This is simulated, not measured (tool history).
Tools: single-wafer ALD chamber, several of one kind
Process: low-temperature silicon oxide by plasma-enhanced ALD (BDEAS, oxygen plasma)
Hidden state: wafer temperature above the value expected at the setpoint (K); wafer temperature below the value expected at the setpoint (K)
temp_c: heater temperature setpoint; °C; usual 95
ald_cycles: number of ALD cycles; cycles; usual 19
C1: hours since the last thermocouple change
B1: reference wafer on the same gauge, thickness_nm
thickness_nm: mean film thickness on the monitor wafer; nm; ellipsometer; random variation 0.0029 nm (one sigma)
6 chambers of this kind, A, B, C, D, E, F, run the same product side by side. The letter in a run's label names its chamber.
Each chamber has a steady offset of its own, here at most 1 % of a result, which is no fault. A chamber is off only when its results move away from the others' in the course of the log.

Run 1F, day 0.383: usual settings; C1 150; B1 3.0594. Result: thickness_nm 2.7579 nm.
Run 2E, day 0.954: usual settings; C1 436.7; B1 3.0591. Result: thickness_nm 2.7842 nm.
Run 3D, day 1.479: usual settings; C1 903.3; B1 3.059. Result: thickness_nm 2.7495 nm.
Run 4A, day 1.925: usual settings; C1 1164.3; B1 3.0581. Result: thickness_nm 2.7654 nm.
Run 5B, day 2.312: usual settings; C1 1290.9; B1 3.0589. Result: thickness_nm 2.7679 nm.
Run 6C, day 2.9: usual settings; C1 1164.1; B1 3.0583. Result: thickness_nm 2.785 nm.
Run 7E, day 3.442: usual settings; C1 496.4; B1 3.0573. Result: thickness_nm 2.7855 nm.
Run 8A, day 3.988: usual settings; C1 1213.8; B1 3.0571. Result: thickness_nm 2.7642 nm.
Run 9C, day 4.296: usual settings; C1 1197.6; B1 3.057. Result: thickness_nm 2.7886 nm.
Run 10F, day 4.658: usual settings; C1 252.6; B1 3.0571. Result: thickness_nm 2.7491 nm.
At day 5.142: chamber C: thermocouple changed; heater temperature recalibrated.
Run 11D, day 5.171: usual settings; C1 991.9; B1 3.0561. Result: thickness_nm 2.7449 nm.
Run 12B, day 5.504: usual settings; C1 1367.5; B1 3.0558. Result: thickness_nm 2.7635 nm.
Run 13F, day 5.917: usual settings; C1 282.8; B1 3.0557. Result: thickness_nm 2.7527 nm.
Run 14B, day 6.196: usual settings; C1 1384.1; B1 3.0561. Result: thickness_nm 2.7581 nm.
Run 15D, day 6.729: usual settings; C1 1029.3; B1 3.0558. Result: thickness_nm 2.7469 nm.
Run 16C, day 7.262: usual settings; C1 51; B1 3.0551. Result: thickness_nm 2.7794 nm.
Run 17A, day 7.812: usual settings; C1 1305.6; B1 3.0551. Result: thickness_nm 2.763 nm.
Run 18E, day 8.354: usual settings; C1 614.3; B1 3.0546. Result: thickness_nm 2.7799 nm.
Run 19D, day 8.783: usual settings; C1 1078.6; B1 3.0537. Result: thickness_nm 2.7429 nm.
Run 20E, day 9.154: usual settings but temp_c 109 °C, ald_cycles 17 cycles; C1 633.5; B1 3.0531. Result: thickness_nm 2.403 nm.
Run 21C, day 9.683: usual settings but temp_c 109 °C, ald_cycles 17 cycles; C1 109.1; B1 3.0528. Result: thickness_nm 2.4007 nm.
Run 22B, day 9.975: usual settings but temp_c 109 °C, ald_cycles 17 cycles; C1 1474.8; B1 3.0522. Result: thickness_nm 2.3859 nm.
Run 23F, day 10.525: usual settings but temp_c 109 °C, ald_cycles 17 cycles; C1 393.4; B1 3.0524. Result: thickness_nm 2.3806 nm.
Run 24A, day 11.067: usual settings but temp_c 109 °C, ald_cycles 17 cycles; C1 1383.7; B1 3.0511. Result: thickness_nm 2.3875 nm.
Run 25A, day 11.538: usual settings but temp_c 109 °C, ald_cycles 17 cycles; C1 1395; B1 3.052. Result: thickness_nm 2.3876 nm.
Run 26B, day 11.858: usual settings; C1 1520; B1 3.0528. Result: thickness_nm 2.761 nm.
At day 12.121: chamber A: thermocouple changed; heater temperature recalibrated.
Run 27F, day 12.471: usual settings; C1 440.1; B1 3.051. Result: thickness_nm 2.7472 nm.
Run 28E, day 12.75: usual settings; C1 719.8; B1 3.0502. Result: thickness_nm 2.777 nm.
Run 29D, day 13.1: usual settings; C1 1182.2; B1 3.0504. Result: thickness_nm 2.7375 nm.
Run 30C, day 13.417: usual settings; C1 198.7; B1 3.0502. Result: thickness_nm 2.7745 nm.
Run 31A, day 13.788: usual settings; C1 40; B1 3.0493. Result: thickness_nm 2.7603 nm.
Run 32B, day 14.379: usual settings; C1 1580.5; B1 3.0494. Result: thickness_nm 2.7579 nm.
Run 33E, day 14.975: usual settings; C1 773.2; B1 3.0498. Result: thickness_nm 2.7742 nm.
Run 34D, day 15.396: usual settings; C1 1237.3; B1 3.0496. Result: thickness_nm 2.7445 nm.
Run 35C, day 15.912: usual settings; C1 258.6; B1 3.0484. Result: thickness_nm 2.7741 nm.
Run 36F, day 16.404: usual settings; C1 534.5; B1 3.0485. Result: thickness_nm 2.742 nm.
Run 37F, day 16.896: usual settings; C1 546.3; B1 3.0474. Result: thickness_nm 2.7455 nm.
Run 38D, day 17.438: usual settings; C1 1286.3; B1 3.0473. Result: thickness_nm 2.7403 nm.
Run 39E, day 17.796: usual settings; C1 840.9; B1 3.0473. Result: thickness_nm 2.7709 nm.
Run 40A, day 18.117: usual settings; C1 143.9; B1 3.0467. Result: thickness_nm 2.7612 nm.

All 6 chambers run these settings next. Forecast each chamber's results:
Run 41A, day 18.558: usual settings. Result: thickness_nm ?.
Run 41B, day 18.558: usual settings. Result: thickness_nm ?.
Run 41C, day 18.558: usual settings. Result: thickness_nm ?.
Run 41D, day 18.558: usual settings. Result: thickness_nm ?.
Run 41E, day 18.558: usual settings. Result: thickness_nm ?.
Run 41F, day 18.558: usual settings. Result: thickness_nm ?.

run  thickness_nm
41A        2.7527
41B        2.7592
41C        2.7709
41D        2.7445
41E        2.7695
41F        2.7376
